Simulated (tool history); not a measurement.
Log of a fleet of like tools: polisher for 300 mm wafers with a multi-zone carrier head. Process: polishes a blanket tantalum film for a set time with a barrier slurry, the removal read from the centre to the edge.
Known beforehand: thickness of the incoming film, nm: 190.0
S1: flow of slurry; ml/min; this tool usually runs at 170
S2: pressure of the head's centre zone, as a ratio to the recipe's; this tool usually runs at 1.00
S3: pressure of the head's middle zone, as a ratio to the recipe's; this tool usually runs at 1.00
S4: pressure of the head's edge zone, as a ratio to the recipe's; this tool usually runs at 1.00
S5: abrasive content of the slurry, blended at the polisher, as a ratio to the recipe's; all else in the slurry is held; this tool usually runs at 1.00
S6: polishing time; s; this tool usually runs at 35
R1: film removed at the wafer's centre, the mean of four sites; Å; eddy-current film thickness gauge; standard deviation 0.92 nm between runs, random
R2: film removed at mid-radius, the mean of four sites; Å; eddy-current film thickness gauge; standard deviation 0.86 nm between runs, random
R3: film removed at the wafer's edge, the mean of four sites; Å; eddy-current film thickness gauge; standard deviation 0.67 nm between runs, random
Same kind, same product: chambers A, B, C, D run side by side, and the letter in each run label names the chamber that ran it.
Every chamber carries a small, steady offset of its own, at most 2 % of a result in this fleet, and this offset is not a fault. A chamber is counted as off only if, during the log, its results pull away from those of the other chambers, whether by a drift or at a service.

run,hour,S1,S2,S3,S4,S5,S6,R1,R2,R3
1A,7.3,170,1.00,1.00,1.00,1.00,35,600.46,596.87,618.85
# hour 13.1: chamber A: worn pad replaced by a new one
2D,14.5,170,1.00,1.00,1.00,1.00,35,619.74,619.09,608.57
# hour 17.6: chamber B: worn pad replaced by a new one
3B,19.8,170,1.00,1.00,1.00,1.00,35,614.70,639.57,619.20
# hour 21.7: chamber D: worn pad replaced by a new one
4C,26.3,170,1.00,1.00,1.00,1.00,35,631.67,616.66,629.20
# hour 28.4: chamber C: worn pad replaced by a new one
5B,30.8,170,1.00,1.00,1.00,1.00,35,634.23,636.70,630.96
6D,34.1,170,1.08,1.00,1.00,1.15,35,676.80,651.96,649.71
7C,40.3,170,1.08,1.00,1.00,1.15,35,699.95,637.28,651.27
8A,45.3,170,1.08,1.00,1.00,1.15,35,702.54,636.88,641.92
# hour 46.7: chamber B: worn pad replaced by a new one
# hour 49.8: chamber D: worn pad replaced by a new one
9B,49.8,170,1.08,1.00,1.00,1.15,35,696.12,662.29,647.75
# hour 52.4: chamber D: centre zone pressure recalibrated
# hour 53.5: chamber C: slurry nozzle cleaned
10D,54.7,170,1.00,1.00,1.00,1.00,35,631.17,613.23,624.21
# hour 57.5: chamber A: worn pad replaced by a new one
# hour 58.2: chamber C: centre zone pressure recalibrated
# hour 59.3: chamber C: worn pad replaced by a new one
11A,60.4,170,1.00,1.07,1.00,1.00,29,499.07,536.61,512.19
12C,64.5,170,1.00,1.07,1.00,1.00,29,461.39,542.62,517.04
# hour 67.7: chamber D: slurry nozzle cleaned
# hour 71.4: chamber A: edge zone pressure recalibrated
13C,71.6,170,1.00,1.07,1.00,1.00,29,456.14,518.87,513.49
14B,78.1,170,1.00,1.07,1.00,1.00,29,515.11,561.73,519.40
# hour 82.4: chamber B: worn pad replaced by a new one
# hour 83.1: chamber D: worn pad replaced by a new one
15A,83.2,170,1.00,1.00,0.95,1.00,35,622.79,611.24,601.91
# hour 87.1: chamber C: worn pad replaced by a new one
16D,90.3,170,1.00,1.00,0.95,1.00,35,597.65,618.60,616.63
# hour 94.9: chamber A: worn pad replaced by a new one
17B,96.8,170,1.00,1.00,0.95,1.00,35,626.96,634.83,603.66
18C,102.2,170,1.00,1.00,0.95,1.00,35,542.06,618.30,610.56
19D,106.4,170,1.00,1.00,1.00,1.00,35,616.07,623.93,618.55
# hour 111.5: chamber D: worn pad replaced by a new one
20A,111.6,170,1.00,1.00,1.00,1.00,35,624.00,603.51,626.62
# hour 114.8: chamber C: worn pad replaced by a new one
# hour 115.4: chamber B: worn pad replaced by a new one
21A,117.6,170,1.00,1.00,1.00,1.00,35,609.63,613.84,618.79
22B,123.0,170,1.00,1.00,1.00,1.00,35,628.93,636.95,629.15
# hour 124.2: chamber B: centre zone pressure recalibrated
23D,130.4,170,1.00,1.00,1.00,1.00,35,622.21,617.22,626.79
24C,134.8,170,1.00,1.00,1.00,1.00,35,549.85,602.29,631.45
25B,138.9,170,1.00,1.00,1.00,1.00,31,542.52,552.99,563.02
# hour 141.8: chamber D: worn pad replaced by a new one
26D,144.7,170,1.00,1.00,1.00,1.00,31,538.95,535.85,542.62
# hour 148.8: chamber C: worn pad replaced by a new one
27C,152.0,170,1.00,1.00,1.00,1.00,31,490.54,555.08,564.16

Decide between three cases: one chamber stands off from its peers, the gauge reading all wafers drifts, or nothing is wrong past each chamber's small offset. Where a chamber is off, say which and what most likely put it there.

Chamber C has stood off from the others ever since a service on it.
Cause: centre zone's pressure below its setpoint, % = 11.1.

Chamber C could run next with any of the 4 candidate recipes listed below; each alters the usual settings, and their results appear as question marks. Which one brings its results back in line with what the other chambers deliver on the usual settings?
To be in line, a result may differ from the other chambers' mean on the usual settings by at most: R1 32.00 Å; R2 30.00 Å; R3 23.00 Å
28C-1,157.3,170,0.98,1.00,1.01,1.00,35,?,?,?
28C-2,157.3,170,1.02,1.00,0.99,1.00,35,?,?,?
28C-3,157.3,160,0.91,1.01,1.04,1.00,35,?,?,?
28C-4,157.3,180,1.09,0.99,0.96,1.00,35,?,?,?

The other chambers' mean on the usual settings: R1 619.00 Å; R2 619.49 Å; R3 622.60 Å
run,R1,R2,R3
28C-1,533.85,608.97,630.51
28C-2,558.20,608.86,624.02
28C-3,485.48,608.25,635.26
28C-4,607.14,608.84,618.59
It is 28C-4 that realigns the chamber with its peers.

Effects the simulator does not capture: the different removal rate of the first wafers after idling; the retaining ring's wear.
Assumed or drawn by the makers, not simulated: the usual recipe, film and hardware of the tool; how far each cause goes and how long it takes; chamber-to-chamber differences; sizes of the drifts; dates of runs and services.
